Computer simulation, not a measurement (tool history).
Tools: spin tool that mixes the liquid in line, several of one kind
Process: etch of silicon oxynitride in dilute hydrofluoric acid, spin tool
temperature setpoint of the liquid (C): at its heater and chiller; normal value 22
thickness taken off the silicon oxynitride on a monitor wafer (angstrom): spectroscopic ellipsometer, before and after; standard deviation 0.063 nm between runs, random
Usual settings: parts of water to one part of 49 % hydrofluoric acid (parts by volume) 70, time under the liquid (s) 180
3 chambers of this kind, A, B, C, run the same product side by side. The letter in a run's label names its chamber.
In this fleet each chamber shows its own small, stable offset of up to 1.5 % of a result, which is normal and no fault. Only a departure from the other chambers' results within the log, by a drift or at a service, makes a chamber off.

run	hour	temperature setpoint of the liquid (C)	parts of water to one part of 49 % hydrofluoric acid (parts by volume)	time under the liquid (s)	read-back film thickness of the silicon oxynitride reference wafer, read on the same gauge (nm)	thickness taken off the silicon oxynitride on a monitor wafer (angstrom)
1B	15.8	22	70	180	49.995	96.856
2C	29	22	70	180	50.007	98.368
3A	38	22	70	180	50.013	95.945
4C	51.3	22	70	180	49.997	97.46
5B	64.4	26.5	85	180	50.007	97.88
6A	76.8	26.5	85	180	50	95.655
7C	88.3	26.5	85	180	50.008	98.775
8B	98	22	70	180	49.991	96.982
9A	113.6	26	70	260	49.993	165.92
10C	129.6	26	70	260	49.998	171.83
11B	141.7	26	70	260	49.995	167.75
# hour 145.7: chamber C: thermometer replaced
12A	153.6	22	70	180	49.981	93.103
13C	161.4	22	70	180	50.01	97.438
14B	173.7	22	70	180	50.021	97.663
15A	183.3	22	100	120	49.992	41.647
16C	197.7	22	100	120	49.982	44.833
17B	209.7	22	100	120	49.986	44.294
18A	221.7	22	70	180	49.994	93.136
19C	235.7	22	70	180	49.982	97.167
20A	245.7	22	70	180	50.009	92.45
21B	254.1	22	70	180	49.993	96.787
22A	262.5	22	70	180	50	92.98
23B	277.1	22	70	180	49.993	96.339
24C	285.8	22	70	180	50.01	98.039
25B	299.7	22	70	180	50.021	95.788
26A	313.1	22	70	180	50.001	89.93
27C	324.8	22	70	180	49.998	96.516
28B	332.2	22	70	180	50.008	96.87
29A	341.8	22	70	180	49.993	90.466
30C	356	22	70	180	50.003	96.314
31A	363	22	85	260	50.006	104.53
32B	372	22	85	260	49.998	112.93

What goes on in this fleet: one chamber off, a drifting gauge, or nothing beyond the chambers' own small offsets? Name the chamber and the cause, if any.

Chamber A drifts away from the others.
What lies behind it: liquid colder than its thermometer reads (K) = 1.34.
The log might look much the same if the cause were instead: hydrofluoric acid flow below the setpoint (%).

Chamber A could run next with any of the 4 candidate recipes listed below; each alters the usual settings, and their results appear as question marks. Which one brings its results back in line with what the other chambers deliver on the usual settings?
In line means no further than this from the other chambers' mean on the usual settings: thickness taken off the silicon oxynitride on a monitor wafer (angstrom) 2.2
33A-1	383.7	19	70	180		?
33A-2	383.7	23.5	70	180		?
33A-3	383.7	25	70	180		?
33A-4	383.7	22	70	165		?

The mean the other chambers reach with the usual settings: thickness taken off the silicon oxynitride on a monitor wafer (angstrom) 96.894
run	thickness taken off the silicon oxynitride on a monitor wafer (angstrom)
33A-1	76.697
33A-2	96.241
33A-3	103.66
33A-4	81.868
With 33A-2, the chamber falls back in line with the rest.

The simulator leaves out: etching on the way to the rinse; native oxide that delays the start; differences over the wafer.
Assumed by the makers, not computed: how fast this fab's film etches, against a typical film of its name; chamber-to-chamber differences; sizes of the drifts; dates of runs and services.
